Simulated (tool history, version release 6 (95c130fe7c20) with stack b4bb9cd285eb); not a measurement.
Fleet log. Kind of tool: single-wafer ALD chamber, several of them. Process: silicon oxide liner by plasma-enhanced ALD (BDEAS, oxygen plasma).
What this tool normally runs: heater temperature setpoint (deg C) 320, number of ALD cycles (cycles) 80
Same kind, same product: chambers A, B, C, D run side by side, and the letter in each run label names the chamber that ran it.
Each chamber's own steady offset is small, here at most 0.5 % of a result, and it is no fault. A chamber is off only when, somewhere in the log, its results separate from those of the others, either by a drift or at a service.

run   hour  heater temperature setpoint (deg C)  number of ALD cycles (cycles)  hours since the last thermocouple change  read-back reference wafer on the same gauge, thickness_nm  mean film thickness on the monitor wafer (nm)
 1C    6.0                                  320                             80                                    2995.7                                                     8.5508                                         7.1657
      12.9  -- chamber C: thermocouple changed; heater temperature recalibrated
 2B   16.8                                  320                             80                                    1457.4                                                     8.5488                                         7.2669
 3A   24.1                                  320                             80                                     658.4                                                     8.5498                                         7.2566
 4D   32.7                                  320                             80                                     260.6                                                     8.5583                                         7.2297
 5A   40.9                                  320                             80                                     675.2                                                     8.5449                                         7.1962
 6B   51.7                                  330                             94                                    1492.3                                                     8.5433                                         8.3911
 7D   59.0                                  330                             94                                     286.9                                                     8.5593                                         8.4230
 8C   70.4                                  330                             94                                      57.6                                                     8.5419                                         8.3356
 9A   80.7                                  330                             94                                     715.0                                                     8.5528                                         8.3758
10B   89.9                                  320                             80                                    1530.5                                                     8.5587                                         7.2449
11D   97.8                                  320                             80                                     325.7                                                     8.5555                                         7.2247
12C  104.5                                  320                             80                                      91.7                                                     8.5587                                         7.2231
13D  112.7                                  320                             80                                     340.6                                                     8.5413                                         7.1783
14B  123.1                                  320                             80                                    1563.7                                                     8.5404                                         7.3055
15C  129.8                                  320                             80                                     117.0                                                     8.5471                                         7.3056
16A  135.9                                  320                             80                                     770.2                                                     8.5486                                         7.2428
17A  142.5                                  312                             80                                     776.8                                                     8.5520                                         7.2578
18B  151.6                                  312                             80                                    1592.2                                                     8.5526                                         7.2869
19C  162.7                                  312                             80                                     149.9                                                     8.5517                                         7.3641
20D  172.3                                  312                             80                                     400.2                                                     8.5558                                         7.2809
21C  183.2                                  320                             80                                     170.4                                                     8.5537                                         7.2463
22A  194.0                                  320                             80                                     828.3                                                     8.5571                                         7.2520
     194.8  -- chamber B: thermocouple changed; heater temperature recalibrated
23D  202.9                                  309                             96                                     430.8                                                     8.5616                                         8.8274
24B  212.2                                  309                             96                                      17.5                                                     8.5420                                         8.9089
25B  219.7                                  309                             96                                      25.0                                                     8.5424                                         8.8243
26C  230.1                                  309                             96                                     217.3                                                     8.5526                                         8.8164
27D  240.8                                  320                             80                                     468.7                                                     8.5535                                         7.1748
28A  249.3                                  320                             80                                     883.6                                                     8.5548                                         7.2062
29A  258.7                                  320                             80                                     893.0                                                     8.5554                                         7.1658
30D  268.4                                  307                             80                                     496.3                                                     8.5537                                         7.3671
31B  274.8                                  307                             80                                      80.1                                                     8.5548                                         7.3446
32C  280.4                                  307                             80                                     267.6                                                     8.5596                                         7.4098
33C  288.7                                  307                             80                                     275.9                                                     8.5494                                         7.3383
34B  299.6                                  320                             80                                     104.9                                                     8.5480                                         7.2332

The same settings go to every chamber for the next run, one line per chamber below. Forecast the results for each:
35A  307.9                                  320                             90                                                                                                                                                   ?
35B  307.9                                  320                             90                                                                                                                                                   ?
35C  307.9                                  320                             90                                                                                                                                                   ?
35D  307.9                                  320                             90                                                                                                                                                   ?

run  mean film thickness on the monitor wafer (nm)
35A                                         8.1459
35B                                         8.1478
35C                                         8.1035
35D                                         8.1262
